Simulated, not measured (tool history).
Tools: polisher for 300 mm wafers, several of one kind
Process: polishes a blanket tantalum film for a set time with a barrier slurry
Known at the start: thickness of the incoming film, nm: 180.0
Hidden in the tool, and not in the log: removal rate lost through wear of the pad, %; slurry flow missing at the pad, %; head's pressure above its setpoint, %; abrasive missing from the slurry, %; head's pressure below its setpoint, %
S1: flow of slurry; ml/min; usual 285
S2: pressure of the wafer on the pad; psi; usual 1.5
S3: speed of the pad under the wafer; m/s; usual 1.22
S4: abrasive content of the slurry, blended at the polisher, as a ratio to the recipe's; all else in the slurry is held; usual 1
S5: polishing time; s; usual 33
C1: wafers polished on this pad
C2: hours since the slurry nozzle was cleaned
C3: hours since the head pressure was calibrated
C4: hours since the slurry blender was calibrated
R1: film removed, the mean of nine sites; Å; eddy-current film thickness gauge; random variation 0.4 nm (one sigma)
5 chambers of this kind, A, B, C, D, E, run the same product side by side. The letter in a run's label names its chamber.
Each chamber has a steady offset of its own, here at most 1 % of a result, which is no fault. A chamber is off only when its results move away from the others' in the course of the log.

Run 1D, day 0.271: usual settings; C1 416; C2 190.1; C3 148.8; C4 74.3. Result: R1 551.71 Å.
Run 2E, day 0.512: usual settings; C1 516; C2 74.9; C3 233.2; C4 156.3. Result: R1 547.89 Å.
At day 0.85: chamber B: slurry nozzle cleaned.
Run 3A, day 0.9: usual settings; C1 241; C2 417.7; C3 762.2; C4 101.7. Result: R1 551.12 Å.
Run 4B, day 1.188: usual settings; C1 940; C2 8.2; C3 541.9; C4 226.7. Result: R1 555.35 Å.
At day 1.217: chamber D: worn pad replaced by a new one.
At day 1.325: chamber E: worn pad replaced by a new one.
Run 5C, day 1.538: usual settings; C1 622; C2 192.8; C3 670.4; C4 318.6. Result: R1 548.74 Å.
At day 1.554: chamber A: head pressure recalibrated.
Run 6C, day 1.792: usual settings; C1 685; C2 198.9; C3 676.5; C4 324.7. Result: R1 551.65 Å.
Run 7D, day 2.004: usual settings but S1 190 ml/min; C1 197; C2 231.7; C3 190.4; C4 115.9. Result: R1 527.89 Å.
At day 2.129: chamber B: slurry blender recalibrated.
Run 8B, day 2.375: usual settings but S1 190 ml/min; C1 1236; C2 36.7; C3 570.4; C4 6. Result: R1 532.49 Å.
At day 2.412: chamber C: worn pad replaced by a new one.
Run 9A, day 2.604: usual settings but S1 190 ml/min; C1 666; C2 458.6; C3 25.3; C4 142.6. Result: R1 524.7 Å.
Run 10E, day 2.925: usual settings but S1 190 ml/min; C1 399; C2 132.8; C3 291.1; C4 214.2. Result: R1 523.87 Å.
Run 11E, day 3.221: usual settings but S1 190 ml/min; C1 472; C2 139.9; C3 298.2; C4 221.3. Result: R1 526.28 Å.
At day 3.358: chamber B: worn pad replaced by a new one.
Run 12D, day 3.504: usual settings; C1 570; C2 267.7; C3 226.4; C4 151.9. Result: R1 558.36 Å.
At day 3.7: chamber D: worn pad replaced by a new one.
Run 13C, day 3.771: usual settings; C1 339; C2 246.4; C3 724; C4 372.2. Result: R1 549.45 Å.
At day 3.942: chamber A: worn pad replaced by a new one.
Run 14B, day 3.958: usual settings; C1 150; C2 74.7; C3 608.4; C4 44. Result: R1 552.66 Å.
Run 15A, day 4.3: usual settings; C1 89; C2 499.3; C3 66; C4 183.3. Result: R1 557.35 Å.
At day 4.454: chamber E: worn pad replaced by a new one.
At day 4.475: chamber A: slurry nozzle cleaned.
Run 16D, day 4.679: usual settings; C1 244; C2 295.9; C3 254.6; C4 180.1. Result: R1 557.38 Å.
Run 17E, day 4.925: usual settings; C1 117; C2 180.8; C3 339.1; C4 262.2. Result: R1 547.51 Å.
At day 5.1: chamber C: worn pad replaced by a new one.
Run 18B, day 5.208: usual settings; C1 461; C2 104.7; C3 638.4; C4 74. Result: R1 546.12 Å.
Run 19A, day 5.492: usual settings; C1 386; C2 24.4; C3 94.6; C4 211.9. Result: R1 560.85 Å.
Run 20C, day 5.775: usual settings; C1 168; C2 294.5; C3 772.1; C4 420.3. Result: R1 560.36 Å.
Run 21D, day 6.167: usual settings; C1 615; C2 331.6; C3 290.3; C4 215.8. Result: R1 558.03 Å.
At day 6.242: chamber A: slurry blender recalibrated.
At day 6.492: chamber D: worn pad replaced by a new one.
Run 22B, day 6.546: usual settings; C1 795; C2 136.8; C3 670.5; C4 106.1. Result: R1 550 Å.
At day 6.696: chamber D: head pressure recalibrated.
Run 23A, day 6.788: usual settings; C1 709; C2 55.5; C3 125.7; C4 13.2. Result: R1 558.11 Å.
At day 7.092: chamber E: worn pad replaced by a new one.
Run 24E, day 7.104: usual settings; C1 3; C2 233.1; C3 391.4; C4 314.5. Result: R1 546.63 Å.
At day 7.162: chamber E: head pressure recalibrated.
Run 25C, day 7.388: usual settings; C1 570; C2 333.2; C3 810.8; C4 459. Result: R1 555.85 Å.
Run 26E, day 7.717: usual settings; C1 156; C2 247.8; C3 13.4; C4 329.2. Result: R1 547.85 Å.
At day 7.804: chamber C: worn pad replaced by a new one.
At day 7.838: chamber C: slurry blender recalibrated.
At day 7.85: chamber B: worn pad replaced by a new one.
Run 27A, day 7.925: usual settings; C1 993; C2 82.8; C3 153; C4 40.5. Result: R1 559.12 Å.
Run 28B, day 8.204: usual settings; C1 88; C2 176.6; C3 710.3; C4 145.9. Result: R1 543.51 Å.
Run 29C, day 8.504: usual settings; C1 175; C2 360; C3 837.6; C4 16.1. Result: R1 559.17 Å.
Run 30D, day 8.7: usual settings; C1 550; C2 392.4; C3 48.1; C4 276.6. Result: R1 548.37 Å.
Run 31B, day 8.996: usual settings; C1 286; C2 195.6; C3 729.3; C4 164.9. Result: R1 550.16 Å.
Run 32C, day 9.333: usual settings; C1 381; C2 379.9; C3 857.5; C4 36. Result: R1 546.76 Å.
At day 9.438: chamber D: worn pad replaced by a new one.
Run 33D, day 9.517: usual settings but S3 0.98 m/s; C1 20; C2 412; C3 67.7; C4 296.2. Result: R1 443.98 Å.

Is one chamber off against the others, does the gauge drift, or is nothing wrong? If a chamber is off, say which, and what the likeliest cause is.

No chamber stands off beyond its own small offset, and the gauge holds steady.

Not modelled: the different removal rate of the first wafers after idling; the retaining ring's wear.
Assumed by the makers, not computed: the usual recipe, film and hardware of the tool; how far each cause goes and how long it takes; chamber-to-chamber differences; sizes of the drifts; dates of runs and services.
